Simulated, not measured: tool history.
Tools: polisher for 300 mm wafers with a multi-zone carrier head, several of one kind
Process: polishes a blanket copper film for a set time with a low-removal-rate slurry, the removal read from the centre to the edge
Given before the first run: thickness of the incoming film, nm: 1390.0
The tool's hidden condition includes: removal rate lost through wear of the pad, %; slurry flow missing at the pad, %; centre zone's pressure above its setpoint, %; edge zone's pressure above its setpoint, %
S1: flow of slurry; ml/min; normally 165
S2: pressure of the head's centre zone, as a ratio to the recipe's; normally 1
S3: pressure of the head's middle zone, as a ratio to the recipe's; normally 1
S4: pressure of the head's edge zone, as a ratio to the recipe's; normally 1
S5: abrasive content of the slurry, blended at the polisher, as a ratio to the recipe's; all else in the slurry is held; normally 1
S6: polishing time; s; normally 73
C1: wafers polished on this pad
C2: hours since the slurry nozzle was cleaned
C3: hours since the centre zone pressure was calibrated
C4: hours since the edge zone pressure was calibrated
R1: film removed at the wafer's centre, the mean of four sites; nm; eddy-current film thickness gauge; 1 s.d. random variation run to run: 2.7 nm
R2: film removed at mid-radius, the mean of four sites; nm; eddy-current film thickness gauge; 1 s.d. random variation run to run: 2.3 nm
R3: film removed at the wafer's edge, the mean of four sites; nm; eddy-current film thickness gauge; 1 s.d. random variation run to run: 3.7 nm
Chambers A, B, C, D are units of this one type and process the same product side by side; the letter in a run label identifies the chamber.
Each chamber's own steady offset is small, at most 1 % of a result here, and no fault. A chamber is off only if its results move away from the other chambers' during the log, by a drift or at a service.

Run 1B, hour 7.1: usual settings; C1 302; C2 260.7; C3 843; C4 575.6. Result: R1 245.7 nm, R2 250.95 nm, R3 245.91 nm.
At hour 12.8: chamber A: centre zone pressure recalibrated.
Run 2C, hour 18.5: usual settings; C1 891; C2 303.6; C3 648; C4 918.1. Result: R1 243.83 nm, R2 241.69 nm, R3 248.7 nm.
Run 3A, hour 24.2: usual settings; C1 555; C2 459.3; C3 11.4; C4 742.5. Result: R1 249.52 nm, R2 246.51 nm, R3 252.17 nm.
Run 4D, hour 34.1: usual settings; C1 763; C2 240.8; C3 352.6; C4 636.8. Result: R1 243.71 nm, R2 249.87 nm, R3 256.23 nm.
At hour 35.7: chamber D: worn pad replaced by a new one.
Run 5B, hour 45: usual settings; C1 718; C2 298.6; C3 880.9; C4 613.5. Result: R1 246.45 nm, R2 246.37 nm, R3 252.12 nm.
At hour 46.7: chamber A: slurry nozzle cleaned.
At hour 46.8: chamber A: worn pad replaced by a new one.
Run 6C, hour 54.1: usual settings; C1 1282; C2 339.2; C3 683.6; C4 953.7. Result: R1 244.87 nm, R2 245.02 nm, R3 240.89 nm.
At hour 60.7: chamber C: worn pad replaced by a new one.
Run 7D, hour 63.7: usual settings; C1 307; C2 270.4; C3 382.2; C4 666.4. Result: R1 243.18 nm, R2 248.76 nm, R3 247.42 nm.
Run 8A, hour 69.5: usual settings; C1 249; C2 22.8; C3 56.7; C4 787.8. Result: R1 243.27 nm, R2 252.39 nm, R3 255.31 nm.
Run 9D, hour 80.9: usual settings; C1 496; C2 287.6; C3 399.4; C4 683.6. Result: R1 247.65 nm, R2 250.76 nm, R3 247.18 nm.
Run 10B, hour 92.6: usual settings but S4 1.11, S6 83 s; C1 1240; C2 346.2; C3 928.5; C4 661.1. Result: R1 272.74 nm, R2 280.04 nm, R3 303.3 nm.
At hour 97.7: chamber B: edge zone pressure recalibrated.
Run 11C, hour 100.6: usual settings but S4 1.11, S6 83 s; C1 437; C2 385.7; C3 730.1; C4 1000.2. Result: R1 283.64 nm, R2 280.56 nm, R3 288.95 nm.
At hour 107.8: chamber D: worn pad replaced by a new one.
Run 12A, hour 111.5: usual settings but S4 1.11, S6 83 s; C1 710; C2 64.8; C3 98.7; C4 829.8. Result: R1 287.46 nm, R2 278.69 nm, R3 299.78 nm.
Run 13B, hour 119.5: usual settings but S4 1.11, S6 83 s; C1 1535; C2 373.1; C3 955.4; C4 21.8. Result: R1 271.55 nm, R2 277.85 nm, R3 282.26 nm.
At hour 122.7: chamber A: worn pad replaced by a new one.
Run 14C, hour 127.7: usual settings; C1 734; C2 412.8; C3 757.2; C4 1027.3. Result: R1 252.72 nm, R2 247.61 nm, R3 245.52 nm.
Run 15A, hour 135.8: usual settings but S1 125 ml/min, S3 0.9; C1 144; C2 89.1; C3 123; C4 854.1. Result: R1 231.65 nm, R2 214.76 nm, R3 239.53 nm.
Run 16D, hour 143.7: usual settings but S1 125 ml/min, S3 0.9; C1 394; C2 350.4; C3 462.2; C4 746.4. Result: R1 228.55 nm, R2 211.82 nm, R3 234.35 nm.
At hour 151.6: chamber B: centre zone pressure recalibrated.
Run 17D, hour 151.7: usual settings but S1 125 ml/min, S3 0.9; C1 482; C2 358.4; C3 470.2; C4 754.4. Result: R1 231.34 nm, R2 213.54 nm, R3 232.96 nm.
Run 18B, hour 160.6: usual settings but S1 125 ml/min, S3 0.9; C1 1985; C2 414.2; C3 9; C4 62.9. Result: R1 225.74 nm, R2 205.82 nm, R3 232.69 nm.
Run 19A, hour 166.1: usual settings but S2 0.89; C1 476; C2 119.4; C3 153.3; C4 884.4. Result: R1 219.88 nm, R2 251.18 nm, R3 257.41 nm.
At hour 169.9: chamber C: worn pad replaced by a new one.
Run 20C, hour 173.7: usual settings but S2 0.89; C1 42; C2 458.8; C3 803.2; C4 1073.3. Result: R1 215.37 nm, R2 250.33 nm, R3 247.91 nm.
At hour 175.1: chamber D: slurry nozzle cleaned.
Run 21D, hour 179.4: usual settings but S2 0.89; C1 785; C2 4.4; C3 497.9; C4 782.1. Result: R1 216.51 nm, R2 249.08 nm, R3 253.1 nm.
At hour 182.5: chamber D: worn pad replaced by a new one.
At hour 183.6: chamber C: edge zone pressure recalibrated.
Run 22B, hour 186.9: usual settings but S2 0.89; C1 2274; C2 440.5; C3 35.3; C4 89.2. Result: R1 212.9 nm, R2 238.77 nm, R3 235.44 nm.
Run 23C, hour 193.8: usual settings but S6 49 s; C1 262; C2 478.9; C3 823.3; C4 10.2. Result: R1 164.85 nm, R2 165.82 nm, R3 165.25 nm.
Run 24A, hour 199.6: usual settings but S6 49 s; C1 844; C2 152.9; C3 186.8; C4 917.9. Result: R1 166.86 nm, R2 170.92 nm, R3 166.13 nm.
At hour 201: chamber D: centre zone pressure recalibrated.
At hour 204.6: chamber A: worn pad replaced by a new one.
Run 25D, hour 207.9: usual settings but S6 49 s; C1 279; C2 32.9; C3 6.9; C4 810.6. Result: R1 166.63 nm, R2 165.59 nm, R3 166.8 nm.
Run 26B, hour 218.9: usual settings but S6 49 s; C1 2625; C2 472.5; C3 67.3; C4 121.2. Result: R1 158.54 nm, R2 160.44 nm, R3 156.37 nm.
Run 27A, hour 226.2: usual settings; C1 237; C2 179.5; C3 213.4; C4 944.5. Result: R1 249.25 nm, R2 250.41 nm, R3 247.22 nm.
Run 28C, hour 234.9: usual settings; C1 713; C2 520; C3 864.4; C4 51.3. Result: R1 247.79 nm, R2 251.36 nm, R3 243.29 nm.
Run 29A, hour 244.4: usual settings; C1 437; C2 197.7; C3 231.6; C4 962.7. Result: R1 245.52 nm, R2 248.81 nm, R3 247.8 nm.
Run 30C, hour 250.6: usual settings; C1 885; C2 535.7; C3 880.1; C4 67. Result: R1 241.28 nm, R2 245.4 nm, R3 244.66 nm.
At hour 251: chamber D: worn pad replaced by a new one.
Run 31D, hour 261.5: usual settings but S3 0.93; C1 116; C2 86.5; C3 60.5; C4 864.2. Result: R1 247.61 nm, R2 232.64 nm, R3 245.71 nm.
At hour 264.9: chamber C: slurry nozzle cleaned.
Run 32B, hour 266.9: usual settings but S3 0.93; C1 3151; C2 520.5; C3 115.3; C4 169.2. Result: R1 232.41 nm, R2 215.01 nm, R3 225.83 nm.
Run 33C, hour 275.5: usual settings but S3 0.93; C1 1158; C2 10.7; C3 905; C4 91.9. Result: R1 245.04 nm, R2 229.87 nm, R3 244.75 nm.

Which is it: a chamber that has drifted or been left off by a service, a gauge drift common to all chambers, or only each chamber's usual small offset? If a chamber is off, name it and its likeliest cause.

Little by little, chamber B moves away from the other chambers.
What lies behind it: removal rate lost through wear of the pad, % = 6.7.
The log might look much the same if the cause were instead: slurry flow missing at the pad, %.

Chamber B could run next with any of the 4 candidate recipes listed below; each alters the usual settings, and their results appear as question marks. Which one brings its results back in line with what the other chambers deliver on the usual settings?
Allowed miss from the other chambers' usual-settings mean, per result, to count as in line: R1 9.5 nm; R2 7.9 nm; R3 13 nm
Run 34B-1, hour 283.8: usual settings but S6 72 s. Result: R1 ?, R2 ?, R3 ?.
Run 34B-2, hour 283.8: usual settings but S6 68 s. Result: R1 ?, R2 ?, R3 ?.
Run 34B-3, hour 283.8: usual settings but S6 78 s. Result: R1 ?, R2 ?, R3 ?.
Run 34B-4, hour 283.8: usual settings but S6 74 s. Result: R1 ?, R2 ?, R3 ?.

Other chambers, usual settings, mean: R1 247.1 nm; R2 248.45 nm; R3 248.69 nm
  run      R1      R2      R3
34B-1   228.3  228.25  230.68
34B-2  215.62  215.57  217.86
34B-3  247.33  247.28   249.9
34B-4  234.64   234.6  237.09
Change 34B-3 lands the chamber within the allowed miss of the other chambers.

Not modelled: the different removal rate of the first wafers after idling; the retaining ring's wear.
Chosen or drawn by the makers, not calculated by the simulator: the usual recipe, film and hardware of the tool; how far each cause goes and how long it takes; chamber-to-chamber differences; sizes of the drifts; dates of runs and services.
